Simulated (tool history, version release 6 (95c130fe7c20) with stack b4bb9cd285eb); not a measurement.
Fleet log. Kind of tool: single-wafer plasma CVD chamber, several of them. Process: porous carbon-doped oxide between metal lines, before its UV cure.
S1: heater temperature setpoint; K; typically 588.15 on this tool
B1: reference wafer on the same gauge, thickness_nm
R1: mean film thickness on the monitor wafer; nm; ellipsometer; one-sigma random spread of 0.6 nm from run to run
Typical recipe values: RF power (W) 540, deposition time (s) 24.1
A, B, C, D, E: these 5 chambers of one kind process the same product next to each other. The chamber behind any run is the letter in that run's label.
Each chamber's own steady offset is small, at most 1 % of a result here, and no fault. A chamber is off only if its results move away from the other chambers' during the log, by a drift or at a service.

Run 1B, hour 8.8: usual settings; B1 118.82. Result: R1 126.44 nm.
Run 2D, hour 16.3: usual settings; B1 119.00. Result: R1 125.95 nm.
Run 3C, hour 20.8: usual settings; B1 118.95. Result: R1 126.60 nm.
Run 4E, hour 26.1: usual settings; B1 119.16. Result: R1 126.89 nm.
Run 5A, hour 35.3: usual settings; B1 119.05. Result: R1 127.37 nm.
Run 6B, hour 44.2: usual settings; B1 119.03. Result: R1 127.84 nm.
Run 7C, hour 51.8: usual settings; B1 119.01. Result: R1 127.09 nm.
Run 8A, hour 60.2: usual settings; B1 118.98. Result: R1 127.18 nm.
Run 9E, hour 64.8: usual settings; B1 118.89. Result: R1 126.09 nm.
Run 10D, hour 73.0: usual settings; B1 119.13. Result: R1 127.23 nm.
At hour 73.3: chamber B: thermocouple changed; heater temperature recalibrated.
Run 11D, hour 78.5: usual settings but S1 597.15 K, RF power (W) 600; B1 118.84. Result: R1 130.28 nm.
Run 12A, hour 88.2: usual settings but S1 597.15 K, RF power (W) 600; B1 119.06. Result: R1 129.85 nm.
Run 13B, hour 93.2: usual settings but S1 597.15 K, RF power (W) 600; B1 119.03. Result: R1 129.88 nm.
Run 14E, hour 100.6: usual settings but S1 597.15 K, RF power (W) 600; B1 119.01. Result: R1 129.27 nm.
Run 15C, hour 107.8: usual settings but S1 597.15 K, RF power (W) 600; B1 119.06. Result: R1 131.23 nm.
Run 16D, hour 118.0: usual settings; B1 119.01. Result: R1 128.09 nm.
Run 17C, hour 125.9: usual settings; B1 118.96. Result: R1 127.25 nm.
Run 18A, hour 135.2: usual settings; B1 118.91. Result: R1 124.94 nm.
Run 19E, hour 143.3: usual settings; B1 118.90. Result: R1 125.93 nm.
Run 20B, hour 150.4: usual settings but RF power (W) 495; B1 119.02. Result: R1 120.23 nm.
Run 21E, hour 160.2: usual settings but RF power (W) 495; B1 119.00. Result: R1 119.36 nm.
Run 22D, hour 170.2: usual settings but RF power (W) 495; B1 119.00. Result: R1 120.31 nm.
Run 23C, hour 176.9: usual settings but RF power (W) 495; B1 118.95. Result: R1 119.67 nm.
Run 24A, hour 183.7: usual settings but RF power (W) 495; B1 119.02. Result: R1 117.28 nm.
Run 25B, hour 190.2: usual settings; B1 118.91. Result: R1 126.86 nm.
Run 26D, hour 194.7: usual settings; B1 119.04. Result: R1 128.18 nm.
Run 27A, hour 204.2: usual settings; B1 119.02. Result: R1 124.10 nm.
Run 28B, hour 210.8: usual settings; B1 118.96. Result: R1 126.33 nm.
Run 29C, hour 216.8: usual settings; B1 118.99. Result: R1 127.85 nm.
Run 30E, hour 223.2: usual settings; B1 119.13. Result: R1 126.00 nm.
Run 31B, hour 230.9: usual settings but S1 598.15 K, RF power (W) 480; B1 118.93. Result: R1 110.96 nm.
Run 32E, hour 239.7: usual settings but S1 598.15 K, RF power (W) 480; B1 119.05. Result: R1 110.37 nm.

Next, every chamber runs the same settings. What will each give?
Run 33A, hour 247.0: usual settings but S1 583.15 K. Result: R1 ?.
Run 33B, hour 247.0: usual settings but S1 583.15 K. Result: R1 ?.
Run 33C, hour 247.0: usual settings but S1 583.15 K. Result: R1 ?.
Run 33D, hour 247.0: usual settings but S1 583.15 K. Result: R1 ?.
Run 33E, hour 247.0: usual settings but S1 583.15 K. Result: R1 ?.

run      R1
33A  127.10
33B  131.00
33C  130.61
33D  130.59
33E  130.12
